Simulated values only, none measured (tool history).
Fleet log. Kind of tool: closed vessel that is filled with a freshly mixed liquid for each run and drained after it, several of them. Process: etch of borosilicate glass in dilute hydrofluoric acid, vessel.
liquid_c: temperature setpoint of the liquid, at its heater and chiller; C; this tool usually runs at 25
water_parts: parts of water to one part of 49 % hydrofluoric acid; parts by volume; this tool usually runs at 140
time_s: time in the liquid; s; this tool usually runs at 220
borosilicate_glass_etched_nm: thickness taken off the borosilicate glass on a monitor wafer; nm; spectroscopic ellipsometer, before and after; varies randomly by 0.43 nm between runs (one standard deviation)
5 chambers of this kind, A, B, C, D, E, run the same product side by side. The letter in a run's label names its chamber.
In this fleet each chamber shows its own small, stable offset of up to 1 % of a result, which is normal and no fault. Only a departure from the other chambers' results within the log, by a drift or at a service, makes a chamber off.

run,hour,liquid_c,water_parts,time_s,hours since the thermometer was replaced,hours since the hydrofluoric acid flow meter was replaced,"read-back film thickness of the borosilicate glass reference wafer, read on the same gauge (nm)",borosilicate_glass_etched_nm
1A,4.6,25,140,220,448.2,561.2,29.984,44.269
2C,7.3,25,140,220,1191,572.8,30.005,44.826
3B,13.4,25,140,220,1441.8,1336.9,29.973,44.457
4D,18.3,25,140,220,38.5,597.6,30.028,43.994
5E,24.4,25,140,220,404.9,1415.1,29.983,45.445
6C,28.7,25,140,220,1212.4,594.2,29.958,44.414
7E,33.6,25,140,220,414.1,1424.3,30.008,44.866
8B,39.3,25,140,220,1467.7,1362.8,30.015,45.318
9D,43.3,25,140,220,63.5,622.6,30.042,44.932
10A,46.2,25,140,220,489.8,602.8,29.987,44.818
11A,52,25,195,125,495.6,608.6,30.005,17.219
12B,57.4,25,195,125,1485.8,1380.9,30.04,17.583
13C,61,25,195,125,1244.7,626.5,30.04,16.961
14D,65.2,25,195,125,85.4,644.5,30.032,16.842
15E,70.9,25,195,125,451.4,1461.6,30.023,17.022
16D,75,27.5,140,115,95.2,654.3,30.035,25.117
17B,79.1,27.5,140,115,1507.5,1402.6,30.032,26.513
18E,82.2,27.5,140,115,462.7,1472.9,29.975,26.154
19C,85.1,27.5,140,115,1268.8,650.6,30.035,25.764
20A,90.8,27.5,140,115,534.4,647.4,29.995,25.292
21E,94.2,25,140,220,474.7,1484.9,29.972,45.283
22B,97.6,25,140,220,1526,1421.1,30.029,46.187
23D,102.6,29,140,220,122.8,681.9,30.034,50.202
24C,107.3,29,140,220,1291,672.8,29.998,52.354
25A,112.2,29,140,220,555.8,668.8,29.979,52.699
26B,116.4,29,140,220,1544.8,1439.9,30.021,52.344
27C,120.5,29,140,220,1304.2,686,30.029,52.457
28E,125.5,25,140,220,506,1516.2,29.946,45.254
29D,129.1,25,140,220,149.3,708.4,29.995,41.442
30A,134,25,140,220,577.6,690.6,29.998,44.896
31B,140,25,140,220,1568.4,1463.5,30.01,45.684
32D,144.1,25,140,220,164.3,723.4,30.01,41.764

Predict what each chamber gives when all 5 of them run the settings below next.
33A,148.5,23,140,220,,,,?
33B,148.5,23,140,220,,,,?
33C,148.5,23,140,220,,,,?
33D,148.5,23,140,220,,,,?
33E,148.5,23,140,220,,,,?

run,borosilicate_glass_etched_nm
33A,40.934
33B,41.527
33C,41.343
33D,38.198
33E,41.384

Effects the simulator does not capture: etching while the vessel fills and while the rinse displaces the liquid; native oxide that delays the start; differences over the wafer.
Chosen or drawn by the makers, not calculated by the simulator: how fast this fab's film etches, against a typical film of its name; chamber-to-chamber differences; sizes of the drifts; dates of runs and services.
